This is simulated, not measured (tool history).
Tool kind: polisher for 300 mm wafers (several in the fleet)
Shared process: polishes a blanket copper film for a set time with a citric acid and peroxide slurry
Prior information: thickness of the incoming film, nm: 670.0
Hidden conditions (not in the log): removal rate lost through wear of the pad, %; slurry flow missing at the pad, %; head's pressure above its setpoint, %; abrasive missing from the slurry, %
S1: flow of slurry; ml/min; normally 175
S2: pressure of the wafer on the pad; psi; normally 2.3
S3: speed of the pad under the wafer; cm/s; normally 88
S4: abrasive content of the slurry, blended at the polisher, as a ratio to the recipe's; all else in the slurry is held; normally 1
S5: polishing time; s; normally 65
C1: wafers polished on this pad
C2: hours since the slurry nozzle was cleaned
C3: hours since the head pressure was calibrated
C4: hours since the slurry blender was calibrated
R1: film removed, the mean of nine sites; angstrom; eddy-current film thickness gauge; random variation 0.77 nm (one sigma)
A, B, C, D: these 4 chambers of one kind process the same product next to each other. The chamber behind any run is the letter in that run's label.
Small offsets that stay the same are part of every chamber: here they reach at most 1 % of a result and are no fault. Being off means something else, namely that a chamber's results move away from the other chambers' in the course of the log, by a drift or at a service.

run   hour   S1   S2   S3    S4  S5    C1     C2      C3     C4      R1
 1B    5.9  175  2.3   88     1  65  1037  583.7      21  104.7  944.53
 2C   10.9  175  2.3   88     1  65   635  432.6    68.4   83.1  927.99
      13.6  -- chamber C: worn pad replaced by a new one
 3D   13.8  175  2.3   88     1  65   525  153.1    53.1   44.2  938.39
 4A   19.2  175  2.3   88     1  65  1002  247.1  1122.4  317.8  930.55
 5D   22.9  175  2.3   88     1  65   583  162.2    62.2   53.3  930.31
      24.1  -- chamber B: slurry blender recalibrated
 6B   27.1  175  2.3   88   1.1  65  1172  604.9    42.2      3  949.78
 7A   32.7  175  2.3   88   1.1  65  1087  260.6  1135.9  331.3  947.27
 8C     37  175  2.3   88   1.1  65   149  458.7    94.5  109.2  954.63
 9C   41.9  175  2.3   88   1.1  65   180  463.6    99.4  114.1  948.46
10A   47.4  175  2.3   88     1  65  1181  275.3  1150.6    346  931.47
11B   50.6  175  2.3   88     1  65  1321  628.4    65.7   26.5   938.3
12D   56.5  175  2.3   88     1  65   796  195.8    95.8   86.9   926.5
13A   62.3  175  2.3   88     1  65  1275  290.2  1165.5  360.9  922.59
14C   65.7  175  2.3   88     1  65   331  487.4   123.2  137.9   921.8
15D   70.3  175  1.8   88  0.85  65   884  209.6   109.6  100.7  715.51
      71.5  -- chamber B: worn pad replaced by a new one
16B   75.1  175  1.8   88  0.85  65    23  652.9    90.2     51  709.25
17A   78.2  175  1.8   88  0.85  65  1376  306.1  1181.4  376.8  709.98
18B   81.7  175  1.8   88  0.85  65    64  659.5    96.8   57.6  711.93
      83.3  -- chamber A: head pressure recalibrated
      83.8  -- chamber A: slurry blender recalibrated
      86.1  -- chamber D: worn pad replaced by a new one
19D   87.7  175  2.3   88     1  65    10    227     127  118.1  927.85
20C   93.3  175  2.3   88     1  65   506    515   150.8  165.5  916.34
21C   96.5  175  2.3   88     1  65   527  518.2     154  168.7  915.04
      96.7  -- chamber A: worn pad replaced by a new one
22A   99.2  175  2.3   62     1  80    16  327.1    15.9   15.5  866.68
23D  102.8  175  2.3   62     1  80   106  242.1   142.1  133.2  811.97
     105.2  -- chamber B: slurry nozzle cleaned
24B  107.8  175  2.3   62     1  80   230    2.6   122.9   83.7  814.89
25C  113.7  175  2.3   62     1  80   636  535.4   171.2  185.9  817.79
26B  116.6  175  2.3   88     1  65   286   11.4   131.7   92.5  935.16
27A  119.5  175  2.3   88     1  65   145  347.4    36.2   35.8  970.14
     121.2  -- chamber C: worn pad replaced by a new one
28D  124.5  175  2.3   88     1  65   244  263.8   163.8  154.9  928.28
29C  129.9  175  2.3   88     1  65    55  551.6   187.4  202.1  922.29
     135.3  -- chamber C: slurry blender recalibrated
30A  135.5  175  2.3   88     1  65   246  363.4    52.2   51.8  975.21
31D  140.2  175  2.3   88     1  65   343  279.5   179.5  170.6  921.43
32B  145.1  175  2.3   88     1  65   467   39.9   160.2    121  935.58
33D  149.4  175  2.3   88     1  65   402  288.7   188.7  179.8     928
34C  154.7  175  2.3   88     1  65   213  576.4   212.2   19.5  930.31
     157.3  -- chamber B: slurry blender recalibrated
35A  160.2  200  2.3  114     1  65   403  388.1    76.9   76.5  1271.3
       161  -- chamber C: slurry nozzle cleaned
36B  163.6  200  2.3  114     1  65   585   58.4   178.7    6.3  1230.7
     166.2  -- chamber A: slurry nozzle cleaned
37C  167.8  200  2.3  114     1  65   296    6.8   225.3   32.6  1212.6
38A  171.7  200  2.3  114     1  65   476    5.6    88.4     88  1260.8
39D  175.9  175  2.3   88     1  65   570  315.2   215.2  206.3  931.09

Predict what each chamber gives when all 4 of them run the settings below next.
40A  180.5  175  2.3  88   1  65                   ?
40B  180.5  175  2.3  88   1  65                   ?
40C  180.5  175  2.3  88   1  65                   ?
40D  180.5  175  2.3  88   1  65                   ?

run      R1
40A  976.77
40B  937.95
40C  930.56
40D  912.65

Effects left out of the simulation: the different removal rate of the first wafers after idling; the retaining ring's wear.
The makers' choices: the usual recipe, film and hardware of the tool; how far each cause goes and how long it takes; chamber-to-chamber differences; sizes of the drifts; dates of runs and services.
